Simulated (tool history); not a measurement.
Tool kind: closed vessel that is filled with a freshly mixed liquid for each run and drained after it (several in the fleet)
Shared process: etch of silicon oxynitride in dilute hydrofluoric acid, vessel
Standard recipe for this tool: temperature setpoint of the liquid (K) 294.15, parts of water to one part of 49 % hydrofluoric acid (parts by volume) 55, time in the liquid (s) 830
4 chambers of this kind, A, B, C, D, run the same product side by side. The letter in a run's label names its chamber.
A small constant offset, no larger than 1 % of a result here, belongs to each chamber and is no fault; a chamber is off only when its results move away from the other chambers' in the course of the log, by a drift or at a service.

run	hour	temperature setpoint of the liquid (K)	parts of water to one part of 49 % hydrofluoric acid (parts by volume)	time in the liquid (s)	read-back film thickness of the silicon oxynitride reference wafer, read on the same gauge (nm)	thickness taken off the silicon oxynitride on a monitor wafer (angstrom)
1B	10	294.15	55	830	69.992	583.89
2A	15.2	294.15	55	830	69.996	593.9
3C	20.5	294.15	55	830	69.997	585.81
4D	25	294.15	55	830	70.006	580.9
5A	29.8	292.65	55	830	69.996	533.17
# hour 30.2: chamber A: thermometer replaced
6D	35.3	292.65	55	830	69.999	536.69
7B	45.5	292.65	55	830	70.021	537.57
8C	53.6	292.65	55	830	70.011	539.41
9B	60.7	294.15	55	830	70.005	588.87
10A	68.9	294.15	55	830	69.994	576.92
11D	75.8	294.15	55	830	70.009	574.61
12C	81.5	294.15	55	830	70.01	566.75
13A	86.2	294.15	55	830	69.988	582.41
14B	91.4	294.15	55	830	70.019	584.01
15C	98.9	294.15	55	830	70.014	564.59
16D	107	294.15	55	830	70.004	587.21
17D	113.4	294.15	55	830	69.992	585.36
18C	123	296.65	30	830	70	1204
19A	132.9	296.65	30	830	70.009	1256.1
20B	143.1	296.65	30	830	69.991	1228.2
21A	151.4	296.65	30	830	70.013	1247.7
22C	158.5	294.15	55	830	69.985	568.4
23D	164	294.15	55	830	70.008	577.84
24B	169.2	294.15	45	530	69.978	456.36
25C	175.6	294.15	45	530	69.996	436.35

Decide between three cases: one chamber stands off from its peers, the gauge reading all wafers drifts, or nothing is wrong past each chamber's small offset. Where a chamber is off, say which and what most likely put it there.

It is chamber C that slowly wanders off from its peers.
Likeliest cause: hydrofluoric acid flow below the setpoint (%) = 4.67.
The log may not separate it from: liquid colder than its thermometer reads (K).

Here are 4 candidates for chamber C's next run, each the usual settings with a change, their results left as question marks. Which one brings its results back in line with what the others give on the usual settings?
In line means no further than this from the other chambers' mean on the usual settings: thickness taken off the silicon oxynitride on a monitor wafer (angstrom) 15
26C-1	183.1	294.15	55	865		?
26C-2	183.1	294.15	55	795		?
26C-3	183.1	294.15	60	830		?
26C-4	183.1	294.15	50	830		?

The other chambers' mean on the usual settings: thickness taken off the silicon oxynitride on a monitor wafer (angstrom) 581.2
run	thickness taken off the silicon oxynitride on a monitor wafer (angstrom)
26C-1	578.12
26C-2	531.33
26C-3	506.21
26C-4	613.11
With 26C-1, the chamber falls back in line with the rest.

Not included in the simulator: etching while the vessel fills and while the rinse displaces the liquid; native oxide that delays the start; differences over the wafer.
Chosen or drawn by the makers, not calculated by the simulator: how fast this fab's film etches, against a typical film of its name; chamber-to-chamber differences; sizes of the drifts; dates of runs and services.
